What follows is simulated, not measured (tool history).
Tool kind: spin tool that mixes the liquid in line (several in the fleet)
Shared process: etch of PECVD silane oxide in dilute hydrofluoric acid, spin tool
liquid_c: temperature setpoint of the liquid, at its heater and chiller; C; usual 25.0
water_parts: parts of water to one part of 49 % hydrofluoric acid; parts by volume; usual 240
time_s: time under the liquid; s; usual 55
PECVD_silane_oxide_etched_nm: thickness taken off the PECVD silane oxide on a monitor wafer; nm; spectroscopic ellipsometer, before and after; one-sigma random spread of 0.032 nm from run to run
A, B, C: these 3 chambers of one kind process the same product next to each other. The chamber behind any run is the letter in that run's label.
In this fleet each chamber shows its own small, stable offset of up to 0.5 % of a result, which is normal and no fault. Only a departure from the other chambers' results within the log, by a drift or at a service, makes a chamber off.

run	hour	liquid_c	water_parts	time_s	read-back film thickness of the PECVD silane oxide reference wafer, read on the same gauge (nm)	PECVD_silane_oxide_etched_nm
1B	7.4	25.0	240	55	69.991	5.2974
2A	13.1	25.0	240	55	70.007	5.3972
3C	19.1	25.0	240	55	69.994	5.4074
4A	25.2	25.0	240	55	70.031	5.3225
5B	31.4	25.0	240	55	70.013	5.3221
6C	37.0	25.0	240	55	69.995	5.3399
7A	47.0	25.0	240	55	69.989	5.3437
8B	59.1	25.0	240	30	70.002	2.8945
9C	70.9	25.0	240	30	70.003	2.9622
# hour 76.2: chamber C: hydrofluoric acid flow meter replaced
10C	81.9	25.0	240	30	69.993	2.9422
11B	87.6	25.0	240	55	70.005	5.3146
12A	97.8	25.0	240	55	70.036	5.3918
13C	106.1	23.5	325	55	70.009	3.4318
14B	112.8	23.5	325	55	70.012	3.3956
15A	120.1	23.5	325	55	69.986	3.5353
16A	131.3	25.0	240	55	70.014	5.4685
17C	139.6	25.0	240	40	69.978	3.9122
18B	145.2	25.0	240	40	70.020	3.8367
19A	154.1	25.0	240	40	69.990	4.0168
20B	161.6	25.0	240	55	70.008	5.3107
21C	171.5	25.0	240	55	69.995	5.3587
22B	181.0	25.0	240	55	70.010	5.2592
23C	190.0	25.0	240	55	69.990	5.4501
24A	199.8	21.5	240	65	69.970	5.8500
25B	210.2	21.5	240	65	69.971	5.5556
26C	218.2	21.5	240	65	69.998	5.5737
27A	224.9	25.0	240	55	70.014	5.6346
28B	231.9	25.0	240	55	70.009	5.3636
29C	243.4	25.0	240	55	69.991	5.3918
30A	254.0	25.0	195	30	70.006	4.0543
31A	263.6	25.0	195	30	69.981	4.0419

Has any chamber moved away from the others, gradually or after a service, or does the common gauge drift, or do the chambers differ only by their own small steady offsets? State the chamber and the most likely cause if one applies.

It is chamber A that slowly wanders off from its peers.
Likeliest cause: hydrofluoric acid flow above the setpoint (%) = 6.29.
It could be hard to tell apart here from: liquid hotter than its thermometer reads (K).

Chamber A could run next with any of the 4 candidate recipes listed below; each alters the usual settings, and their results appear as question marks. Which one brings its results back in line with what the other chambers deliver on the usual settings?
In line here means within this much of the mean the other chambers give on the usual settings: PECVD_silane_oxide_etched_nm 0.1100 nm
32A-1	272.7	25.0	225	55		?
32A-2	272.7	25.0	230	60		?
32A-3	272.7	25.0	255	55		?
32A-4	272.7	25.0	270	55		?

Other chambers, usual settings, mean: PECVD_silane_oxide_etched_nm 5.3464 nm
run	PECVD_silane_oxide_etched_nm
32A-1	6.2290
32A-2	6.6167
32A-3	5.3453
32A-4	4.9794
The answer is 32A-3, which returns the chamber to within the allowed miss of the others.

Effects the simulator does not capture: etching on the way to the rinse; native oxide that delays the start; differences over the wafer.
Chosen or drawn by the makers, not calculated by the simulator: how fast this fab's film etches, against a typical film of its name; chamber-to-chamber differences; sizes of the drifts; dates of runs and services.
